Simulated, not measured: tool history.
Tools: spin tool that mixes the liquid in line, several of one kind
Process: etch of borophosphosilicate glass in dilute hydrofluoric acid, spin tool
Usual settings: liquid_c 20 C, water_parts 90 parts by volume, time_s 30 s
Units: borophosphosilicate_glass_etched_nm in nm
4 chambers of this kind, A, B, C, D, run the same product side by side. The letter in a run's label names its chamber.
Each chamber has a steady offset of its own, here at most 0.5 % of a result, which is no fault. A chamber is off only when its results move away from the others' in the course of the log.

run,hour,liquid_c,water_parts,time_s,"read-back film thickness of the borophosphosilicate glass reference wafer, read on the same gauge (nm)",borophosphosilicate_glass_etched_nm
1B,8.1,20,90,30,129.98,12.5720
2A,15.5,20,90,30,130.05,12.5640
3D,29.0,20,90,30,129.99,12.5260
4C,38.4,20,90,30,130.02,12.5950
5D,44.7,20,90,30,129.98,12.5860
6C,57.1,20,90,30,130.01,12.5060
7A,63.6,20,90,15,129.98,6.2298
8B,75.8,20,90,15,129.99,6.2787
9B,87.5,20,90,15,129.96,6.3089
10C,94.5,20,90,15,130.03,6.1737
11D,105.2,20,90,30,130.01,12.5050
12A,112.9,20,90,30,130.02,12.6130
# hour 113.2: chamber B: thermometer replaced
13D,120.4,20,90,30,129.97,12.3650
14A,128.4,20,90,30,130.01,12.4700
15C,140.3,20,90,30,130.04,12.5530
16B,150.9,20,90,30,129.98,12.4120
17A,159.3,20,65,30,130.02,17.8590
18B,169.5,20,65,30,130.02,18.1960
19D,178.8,20,65,30,129.97,17.9870
20C,189.6,20,65,30,130.01,17.8160
21A,200.6,20,90,30,130.05,12.8850
22B,208.2,20,130,20,129.99,5.5158
23D,220.4,20,130,20,130.02,5.6016
24C,232.4,20,130,20,129.98,5.4864
25B,245.2,20,130,20,129.96,5.5209
26D,251.2,20,90,30,129.98,12.4940
27A,261.2,20,90,30,130.02,12.9110
28C,272.4,20,90,45,130.03,18.5770
29B,284.3,20,90,45,130.02,19.0250
30D,291.4,20,90,45,130.04,19.0680
31C,297.9,20,90,45,130.03,18.7170
32A,310.5,20,90,30,130.02,13.3550
33B,322.9,20,90,30,129.97,12.5660
34C,333.4,20,90,30,129.96,12.4860
35A,340.4,22,90,30,130.01,14.7830
36D,352.2,22,90,30,130.03,13.5160
37D,364.1,22,90,30,130.01,13.4990
38A,374.0,22,90,30,130.06,14.9060

What goes on in this fleet: one chamber off, a drifting gauge, or nothing beyond the chambers' own small offsets? Name the chamber and the cause, if any.

Chamber A drifts away from the others.
Cause: liquid hotter than its thermometer reads (K) = 2.39.
The log may not tell that from: hydrofluoric acid flow above the setpoint (%).

Here are 4 candidates for chamber A's next run, each the usual settings with a change, their results left as question marks. Which one brings its results back in line with what the others give on the usual settings?
In line means no further than this from the other chambers' mean on the usual settings: borophosphosilicate_glass_etched_nm 0.3200 nm
39A-1,383.7,21.0,90,30,,?
39A-2,383.7,22.5,90,30,,?
39A-3,383.7,17.5,90,30,,?
39A-4,383.7,19.0,90,30,,?

The other chambers' mean on the usual settings: borophosphosilicate_glass_etched_nm 12.5180 nm
run,borophosphosilicate_glass_etched_nm
39A-1,14.4250
39A-2,15.3020
39A-3,12.5330
39A-4,13.3190
39A-3 brings the chamber back in line.
